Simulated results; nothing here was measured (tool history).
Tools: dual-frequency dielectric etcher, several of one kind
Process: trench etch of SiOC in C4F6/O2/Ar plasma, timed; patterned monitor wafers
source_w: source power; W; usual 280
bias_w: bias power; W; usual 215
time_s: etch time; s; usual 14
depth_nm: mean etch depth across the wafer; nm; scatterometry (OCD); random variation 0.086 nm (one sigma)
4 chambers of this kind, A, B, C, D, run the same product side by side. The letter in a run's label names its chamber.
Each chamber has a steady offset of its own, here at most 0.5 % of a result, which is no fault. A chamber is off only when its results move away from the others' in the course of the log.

run    day  source_w  bias_w  time_s  read-back reference wafer on the same gauge, depth_nm  depth_nm
 1B  0.183       280     215      14                                                 27.591    26.711
 2C  0.288       280     215      14                                                  27.59    26.906
 3A  0.375       280     215      14                                                 27.593    26.756
 4D  0.521       280     215      14                                                 27.595    26.745
 5B  0.612       280     215      14                                                 27.589    26.867
 6A  0.788       330     237      14                                                 27.599      29.6
 7D    0.9       330     237      14                                                 27.608    29.584
 8C   1.05       330     237      14                                                 27.606    29.609
 9D    1.2       330     237      14                                                 27.613    29.497
10C  1.283       280     215      14                                                 27.627    26.987
11B  1.429       280     215      14                                                 27.586    26.968
12A  1.579       350     245      14                                                 27.587    30.496
13D  1.717       350     245      14                                                 27.593    30.571
14B  1.871       350     245      14                                                 27.613    30.552
15A  2.008       350     245      14                                                 27.597    30.411
16C  2.096       280     215      14                                                 27.598    26.952
17B  2.204       280     215      14                                                 27.591    26.664
18D    2.3       280     215      14                                                 27.586    26.733
19A  2.383       280     215      14                                                 27.618    26.799
     2.508  -- chamber B: wet clean of the chamber
20C  2.558       280     215      14                                                 27.592    26.876
21B    2.7       280     215      14                                                 27.614     26.19
22A  2.858       280     215      14                                                 27.601    26.761
23C  2.946       280     244    15.5                                                 27.623    31.182
24D  3.071       280     244    15.5                                                 27.611    30.877
25B  3.254       280     244    15.5                                                 27.599    30.222
26A  3.388       280     244    15.5                                                  27.58    30.983
27C  3.525       280     215      14                                                 27.603    26.849
28D  3.642       280     215      14                                                 27.587    26.788
29B  3.729       280     197    11.5                                                 27.617    20.874
30A  3.817       280     197    11.5                                                 27.599    21.358
31D  3.954       280     197    11.5                                                 27.607    21.345
32C  4.042       280     197    11.5                                                 27.635    21.458
33C    4.2       280     215      14                                                 27.606     26.96
34D  4.333       280     215      14                                                 27.603    26.956
35B  4.467       280     175      14                                                 27.593    24.391
36A  4.625       280     175      14                                                  27.62    24.921
37D  4.746       280     175      14                                                 27.606    25.078
38A  4.825       280     175      14                                                 27.612    25.101
39C  4.912       280     215      14                                                 27.605    26.969
40B  4.992       280     215      14                                                 27.604    26.017

Next, every chamber runs the same settings. What will each give?
41A  5.121       280     215      14                                                                ?
41B  5.121       280     215      14                                                                ?
41C  5.121       280     215      14                                                                ?
41D  5.121       280     215      14                                                                ?

run  depth_nm
41A    26.749
41B    26.129
41C    26.806
41D    26.839
